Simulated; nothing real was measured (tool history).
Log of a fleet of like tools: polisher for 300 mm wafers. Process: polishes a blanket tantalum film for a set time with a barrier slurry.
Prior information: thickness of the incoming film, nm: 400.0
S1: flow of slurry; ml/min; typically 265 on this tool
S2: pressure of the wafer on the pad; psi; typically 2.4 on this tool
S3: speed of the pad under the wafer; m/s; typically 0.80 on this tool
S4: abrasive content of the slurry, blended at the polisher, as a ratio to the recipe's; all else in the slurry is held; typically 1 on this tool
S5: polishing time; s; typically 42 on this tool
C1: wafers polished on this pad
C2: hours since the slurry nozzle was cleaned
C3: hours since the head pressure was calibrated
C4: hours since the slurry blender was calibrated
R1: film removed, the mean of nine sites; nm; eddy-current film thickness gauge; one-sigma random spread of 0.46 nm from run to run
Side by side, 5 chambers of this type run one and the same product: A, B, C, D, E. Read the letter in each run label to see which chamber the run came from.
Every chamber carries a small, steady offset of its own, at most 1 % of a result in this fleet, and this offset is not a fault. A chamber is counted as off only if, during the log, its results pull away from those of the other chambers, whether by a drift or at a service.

| run | hour | S1 | S2 | S3 | S4 | S5 | C1 | C2 | C3 | C4 | R1 |
|---|---|---|---|---|---|---|---|---|---|---|---|
|  | 0.1 | chamber B: worn pad replaced by a new one |
|  | 2.3 | chamber E: worn pad replaced by a new one |
| 1C | 4.7 | 265 | 2.4 | 0.80 | 1 | 42 | 115 | 288.6 | 1192.9 | 10.2 | 59.354 |
| 2E | 8.4 | 265 | 2.4 | 0.80 | 1 | 42 | 99 | 66.0 | 124.7 | 163.0 | 58.364 |
| 3B | 13.3 | 265 | 2.4 | 0.80 | 1 | 42 | 213 | 458.5 | 1164.8 | 211.9 | 59.351 |
| 4A | 16.0 | 265 | 2.4 | 0.80 | 1 | 42 | 343 | 159.8 | 536.2 | 222.3 | 58.434 |
|  | 18.2 | chamber E: slurry blender recalibrated |
| 5D | 18.4 | 265 | 2.4 | 0.80 | 1 | 42 | 577 | 438.4 | 332.8 | 80.7 | 57.826 |
| 6E | 23.5 | 265 | 2.4 | 0.80 | 1 | 42 | 343 | 81.1 | 139.8 | 5.3 | 59.097 |
| 7C | 26.7 | 265 | 2.4 | 0.80 | 1 | 42 | 470 | 310.6 | 1214.9 | 32.2 | 58.671 |
| 8A | 31.3 | 265 | 2.4 | 0.80 | 1 | 42 | 590 | 175.1 | 551.5 | 237.6 | 57.798 |
|  | 33.2 | chamber B: worn pad replaced by a new one |
|  | 35.8 | chamber A: worn pad replaced by a new one |
| 9D | 36.3 | 265 | 2.4 | 0.80 | 1 | 42 | 866 | 456.3 | 350.7 | 98.6 | 58.041 |
| 10B | 39.9 | 265 | 2.4 | 0.80 | 1 | 42 | 108 | 485.1 | 1191.4 | 238.5 | 58.939 |
|  | 41.0 | chamber E: worn pad replaced by a new one |
| 11A | 43.7 | 265 | 2.4 | 0.80 | 1 | 42 | 128 | 187.5 | 563.9 | 250.0 | 58.375 |
| 12B | 47.7 | 265 | 2.4 | 0.80 | 1 | 42 | 234 | 492.9 | 1199.2 | 246.3 | 58.546 |
| 13E | 50.4 | 265 | 2.4 | 0.80 | 1 | 33 | 152 | 108.0 | 166.7 | 32.2 | 46.505 |
| 14D | 53.5 | 265 | 2.4 | 0.80 | 1 | 33 | 1144 | 473.5 | 367.9 | 115.8 | 45.368 |
| 15C | 56.3 | 265 | 2.4 | 0.80 | 1 | 33 | 949 | 340.2 | 1244.5 | 61.8 | 46.864 |
|  | 56.5 | chamber A: slurry blender recalibrated |
| 16E | 60.5 | 265 | 2.4 | 0.80 | 1 | 33 | 316 | 118.1 | 176.8 | 42.3 | 45.947 |
| 17A | 64.5 | 265 | 2.4 | 0.80 | 1 | 33 | 464 | 208.3 | 584.7 | 8.0 | 45.629 |
| 18D | 67.7 | 265 | 2.4 | 0.80 | 1 | 42 | 1374 | 487.7 | 382.1 | 130.0 | 56.807 |
| 19B | 70.0 | 265 | 2.4 | 0.80 | 1 | 42 | 595 | 515.2 | 1221.5 | 268.6 | 58.328 |
|  | 70.9 | chamber C: worn pad replaced by a new one |
| 20C | 72.7 | 265 | 2.4 | 0.80 | 1 | 42 | 30 | 356.6 | 1260.9 | 78.2 | 58.827 |
|  | 74.8 | chamber B: worn pad replaced by a new one |
|  | 74.8 | chamber B: slurry blender recalibrated |
|  | 77.2 | chamber A: worn pad replaced by a new one |
| 21D | 77.2 | 265 | 2.4 | 0.80 | 1 | 42 | 1527 | 497.2 | 391.6 | 139.5 | 57.280 |
| 22E | 81.7 | 265 | 2.4 | 0.80 | 1 | 42 | 658 | 139.3 | 198.0 | 63.5 | 58.438 |
|  | 82.6 | chamber C: head pressure recalibrated |
|  | 83.2 | chamber E: worn pad replaced by a new one |
| 23A | 85.7 | 265 | 2.4 | 0.80 | 1 | 34 | 138 | 229.5 | 605.9 | 29.2 | 47.641 |
| 24B | 90.2 | 265 | 2.4 | 0.80 | 1 | 34 | 250 | 535.4 | 1241.7 | 15.4 | 47.569 |
| 25C | 94.1 | 265 | 2.4 | 0.80 | 1 | 34 | 376 | 378.0 | 11.5 | 99.6 | 47.669 |
| 26C | 98.6 | 265 | 2.4 | 0.80 | 1 | 34 | 449 | 382.5 | 16.0 | 104.1 | 47.861 |
| 27E | 101.0 | 265 | 2.4 | 0.80 | 1 | 34 | 288 | 158.6 | 217.3 | 82.8 | 48.045 |
| 28B | 103.5 | 265 | 2.4 | 0.80 | 1 | 42 | 465 | 548.7 | 1255.0 | 28.7 | 58.380 |
| 29A | 107.7 | 265 | 2.4 | 0.80 | 1 | 42 | 493 | 251.5 | 627.9 | 51.2 | 57.824 |
|  | 111.3 | chamber B: worn pad replaced by a new one |
| 30D | 111.4 | 265 | 2.4 | 0.80 | 1 | 42 | 2080 | 531.4 | 425.8 | 173.7 | 55.740 |
|  | 111.5 | chamber A: worn pad replaced by a new one |
| 31A | 114.1 | 265 | 2.4 | 0.80 | 1 | 42 | 43 | 257.9 | 634.3 | 57.6 | 58.329 |
| 32D | 118.7 | 265 | 2.4 | 0.80 | 1 | 42 | 2198 | 538.7 | 433.1 | 181.0 | 55.719 |
| 33B | 123.3 | 265 | 2.4 | 0.80 | 1 | 42 | 195 | 568.5 | 1274.8 | 48.5 | 58.031 |
| 34E | 128.1 | 265 | 2.4 | 0.80 | 1 | 42 | 726 | 185.7 | 244.4 | 109.9 | 59.037 |
| 35C | 131.8 | 320 | 2.4 | 0.92 | 1 | 42 | 985 | 415.7 | 49.2 | 137.3 | 69.607 |
|  | 132.7 | chamber E: worn pad replaced by a new one |
| 36B | 134.0 | 320 | 2.4 | 0.92 | 1 | 42 | 368 | 579.2 | 1285.5 | 59.2 | 68.957 |
| 37C | 138.9 | 320 | 2.4 | 0.92 | 1 | 42 | 1100 | 422.8 | 56.3 | 144.4 | 68.763 |
| 38E | 143.5 | 320 | 2.4 | 0.92 | 1 | 42 | 174 | 201.1 | 259.8 | 125.3 | 69.716 |
|  | 144.9 | chamber A: worn pad replaced by a new one |
| 39D | 145.7 | 320 | 2.4 | 0.92 | 1 | 42 | 2634 | 565.7 | 460.1 | 208.0 | 64.321 |
| 40A | 148.0 | 265 | 2.0 | 0.80 | 1 | 42 | 50 | 291.8 | 668.2 | 91.5 | 48.891 |
|  | 151.9 | chamber E: slurry blender recalibrated |
| 41E | 152.2 | 265 | 2.0 | 0.80 | 1 | 42 | 315 | 209.8 | 268.5 | 0.4 | 49.185 |
|  | 154.4 | chamber C: worn pad replaced by a new one |
| 42C | 154.9 | 265 | 2.0 | 0.80 | 1 | 42 | 8 | 438.8 | 72.3 | 160.4 | 49.006 |

Next, all 5 chambers run the settings below, one line each with question marks for the results. What does each chamber give?
| 43A | 158.6 | 265 | 2.4 | 0.80 | 1 | 42 |  |  |  |  | ? |
| 43B | 158.6 | 265 | 2.4 | 0.80 | 1 | 42 |  |  |  |  | ? |
| 43C | 158.6 | 265 | 2.4 | 0.80 | 1 | 42 |  |  |  |  | ? |
| 43D | 158.6 | 265 | 2.4 | 0.80 | 1 | 42 |  |  |  |  | ? |
| 43E | 158.6 | 265 | 2.4 | 0.80 | 1 | 42 |  |  |  |  | ? |

| run | R1 |
|---|---|
| 43A | 58.492 |
| 43B | 58.374 |
| 43C | 58.708 |
| 43D | 53.526 |
| 43E | 59.776 |
